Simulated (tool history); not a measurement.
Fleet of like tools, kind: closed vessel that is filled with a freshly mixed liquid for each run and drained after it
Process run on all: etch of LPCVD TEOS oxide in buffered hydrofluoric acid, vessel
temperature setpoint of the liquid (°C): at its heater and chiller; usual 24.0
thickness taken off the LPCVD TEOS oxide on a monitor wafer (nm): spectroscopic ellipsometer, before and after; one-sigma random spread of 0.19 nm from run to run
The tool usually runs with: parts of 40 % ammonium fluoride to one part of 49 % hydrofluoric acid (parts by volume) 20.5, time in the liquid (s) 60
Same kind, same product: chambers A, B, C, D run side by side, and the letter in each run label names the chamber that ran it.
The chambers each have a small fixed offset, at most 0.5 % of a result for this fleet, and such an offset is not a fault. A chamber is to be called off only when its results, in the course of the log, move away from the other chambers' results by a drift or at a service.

run   hour  temperature setpoint of the liquid (°C)  parts of 40 % ammonium fluoride to one part of 49 % hydrofluoric acid (parts by volume)  time in the liquid (s)  read-back film thickness of the LPCVD TEOS oxide reference wafer, read on the same gauge (nm)  thickness taken off the LPCVD TEOS oxide on a monitor wafer (nm)
 1A    4.8                                     24.0                                                                                     20.5                      60                                                                                         139.96                                                            56.637
 2D   12.3                                     24.0                                                                                     20.5                      60                                                                                         139.99                                                            56.282
 3B   17.9                                     24.0                                                                                     20.5                      60                                                                                         140.00                                                            56.227
 4C   24.8                                     24.0                                                                                     20.5                      60                                                                                         139.98                                                            56.515
 5C   31.8                                     24.0                                                                                     20.5                      60                                                                                         139.97                                                            56.439
 6A   36.7                                     24.0                                                                                     20.5                      60                                                                                         139.97                                                            56.674
 7B   41.9                                     24.0                                                                                     20.5                      60                                                                                         139.98                                                            56.368
 8D   49.2                                     24.0                                                                                     20.5                      60                                                                                         140.00                                                            56.224
 9D   54.2                                     24.0                                                                                     20.5                      60                                                                                         139.99                                                            56.256
10C   60.4                                     24.0                                                                                     20.5                      60                                                                                         140.03                                                            56.562
11A   65.2                                     24.0                                                                                     20.5                      60                                                                                         139.94                                                            56.814
12B   72.7                                     24.0                                                                                     20.5                      60                                                                                         139.98                                                            56.620
13B   79.0                                     24.0                                                                                     20.5                      60                                                                                         140.02                                                            56.507
14A   83.3                                     24.0                                                                                     20.5                      60                                                                                         139.97                                                            56.677
15C   89.8                                     24.0                                                                                     20.5                      60                                                                                         139.96                                                            56.506
16D   98.7                                     24.0                                                                                     20.5                      60                                                                                         140.01                                                            56.225
17D  106.9                                     24.0                                                                                     20.5                      60                                                                                         140.02                                                            56.336
18C  115.8                                     24.0                                                                                     20.5                      60                                                                                         139.99                                                            56.012
19B  120.4                                     24.0                                                                                     20.5                      60                                                                                         139.98                                                            56.712
20A  125.8                                     24.0                                                                                     20.5                      60                                                                                         140.00                                                            56.491
21A  130.3                                     24.0                                                                                     20.5                      60                                                                                         140.00                                                            56.535
     135.2  -- chamber D: thermometer replaced
22D  136.6                                     24.0                                                                                     20.5                      60                                                                                         140.04                                                            56.076
23C  145.5                                     24.0                                                                                     20.5                      60                                                                                         139.93                                                            56.500
24B  153.5                                     24.0                                                                                     20.5                      60                                                                                         140.01                                                            56.643
25B  162.0                                     24.0                                                                                     20.5                      60                                                                                         139.98                                                            56.346
26D  169.6                                     24.0                                                                                     20.5                      60                                                                                         140.01                                                            56.451
27C  175.1                                     24.0                                                                                     20.5                      60                                                                                         140.02                                                            56.736
28A  179.5                                     22.0                                                                                     20.5                      35                                                                                         139.96                                                            29.603
29D  186.6                                     22.0                                                                                     20.5                      35                                                                                         139.98                                                            29.407
30A  193.8                                     22.0                                                                                     20.5                      35                                                                                         139.98                                                            29.670
31C  198.3                                     22.0                                                                                     20.5                      35                                                                                         140.05                                                            29.571
32B  206.8                                     24.0                                                                                     20.5                      60                                                                                         140.02                                                            56.442
33A  213.6                                     24.0                                                                                     20.5                      60                                                                                         140.00                                                            56.548
     215.8  -- chamber A: thermometer replaced
34C  218.2                                     24.0                                                                                     20.5                      60                                                                                         139.96                                                            57.258
     223.5  -- chamber A: hydrofluoric acid flow meter replaced
35B  223.9                                     24.0                                                                                     20.5                      60                                                                                         139.97                                                            56.420
36D  229.8                                     20.5                                                                                     20.5                      60                                                                                         140.02                                                            46.547
37A  237.9                                     20.5                                                                                     20.5                      60                                                                                         139.98                                                            46.413
38C  244.3                                     20.5                                                                                     20.5                      60                                                                                         139.99                                                            47.146
39B  249.5                                     20.5                                                                                     20.5                      60                                                                                         140.00                                                            46.364
40D  256.6                                     24.0                                                                                     20.5                      60                                                                                         139.98                                                            56.257
41C  265.5                                     24.0                                                                                     20.5                      60                                                                                         139.99                                                            57.248

Next, every chamber runs the same settings. What will each give?
42A  272.2                                     24.0                                                                                     20.5                      30                                                                                                                                                                ?
42B  272.2                                     24.0                                                                                     20.5                      30                                                                                                                                                                ?
42C  272.2                                     24.0                                                                                     20.5                      30                                                                                                                                                                ?
42D  272.2                                     24.0                                                                                     20.5                      30                                                                                                                                                                ?

run  thickness taken off the LPCVD TEOS oxide on a monitor wafer (nm)
42A                                                            28.119
42B                                                            28.208
42C                                                            28.502
42D                                                            28.110

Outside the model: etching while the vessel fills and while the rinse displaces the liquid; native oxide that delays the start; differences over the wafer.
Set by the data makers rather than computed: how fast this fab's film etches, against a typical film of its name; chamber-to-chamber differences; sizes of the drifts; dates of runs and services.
